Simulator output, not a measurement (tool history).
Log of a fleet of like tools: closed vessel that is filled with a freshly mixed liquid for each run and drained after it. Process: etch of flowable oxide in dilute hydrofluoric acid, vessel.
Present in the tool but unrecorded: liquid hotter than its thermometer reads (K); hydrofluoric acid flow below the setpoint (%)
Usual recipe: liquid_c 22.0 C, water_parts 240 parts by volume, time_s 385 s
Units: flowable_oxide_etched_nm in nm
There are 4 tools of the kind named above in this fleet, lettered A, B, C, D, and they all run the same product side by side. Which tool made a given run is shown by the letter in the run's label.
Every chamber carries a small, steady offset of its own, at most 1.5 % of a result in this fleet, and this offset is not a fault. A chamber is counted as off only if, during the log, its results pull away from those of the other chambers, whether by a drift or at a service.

run	day	liquid_c	water_parts	time_s	hours since the thermometer was replaced	hours since the hydrofluoric acid flow meter was replaced	read-back film thickness of the flowable oxide reference wafer, read on the same gauge (nm)	flowable_oxide_etched_nm
1A	0.338	22.0	240	385	3310.0	210.4	29.994	45.968
# day 0.450: chamber A: thermometer replaced
2C	0.675	22.0	240	385	1235.4	794.5	30.019	45.793
# day 0.975: chamber C: thermometer replaced
3D	1.046	22.0	240	385	139.1	623.0	30.049	45.659
4B	1.375	22.0	240	385	208.1	338.4	29.998	46.732
5A	1.829	22.0	240	385	33.2	246.2	30.003	45.847
6D	2.188	22.0	240	385	166.5	650.4	30.015	45.721
7B	2.504	22.0	240	460	235.2	365.5	30.005	56.074
8C	2.733	22.0	240	460	42.2	843.9	30.002	54.492
9A	3.133	22.0	240	460	64.5	277.5	29.984	54.010
10D	3.617	22.0	240	460	200.8	684.7	29.967	54.364
11B	4.117	22.0	240	385	273.9	404.2	29.954	46.813
12C	4.608	26.0	240	235	87.2	888.9	29.971	32.369
13D	4.967	26.0	240	235	233.2	717.1	29.971	31.794
14B	5.408	26.0	240	235	304.9	435.2	29.997	32.730
15A	5.704	26.0	240	235	126.2	339.2	29.990	32.022
16C	6.154	22.0	240	455	124.3	926.0	30.004	54.318
17B	6.388	22.0	240	455	328.4	458.7	30.001	55.388
# day 6.696: chamber B: hydrofluoric acid flow meter replaced
18A	6.825	22.0	240	455	153.1	366.1	29.995	54.136
19D	7.283	22.0	240	455	288.8	772.7	30.022	52.958
20C	7.738	22.0	240	385	162.3	964.0	30.015	46.053
21D	7.967	22.0	240	385	305.2	789.1	29.998	44.315
22B	8.192	20.5	240	590	371.7	36.0	30.054	67.772
23A	8.621	20.5	240	590	196.2	409.2	29.987	66.299
24C	8.850	20.5	240	590	189.0	990.7	30.007	66.567
25C	9.167	20.5	240	590	196.6	998.3	29.986	66.387
26D	9.529	22.0	240	385	342.7	826.6	29.991	44.179
27A	9.804	22.0	240	385	224.6	437.6	30.038	45.976
28B	10.088	22.0	240	385	417.2	81.5	29.975	46.667
29C	10.350	22.0	240	385	225.0	1026.7	30.025	45.847

Next, every chamber runs the same settings. What will each give?
30A	10.712	22.0	240	385				?
30B	10.712	22.0	240	385				?
30C	10.712	22.0	240	385				?
30D	10.712	22.0	240	385				?

run	flowable_oxide_etched_nm
30A	45.652
30B	46.744
30C	45.700
30D	43.781

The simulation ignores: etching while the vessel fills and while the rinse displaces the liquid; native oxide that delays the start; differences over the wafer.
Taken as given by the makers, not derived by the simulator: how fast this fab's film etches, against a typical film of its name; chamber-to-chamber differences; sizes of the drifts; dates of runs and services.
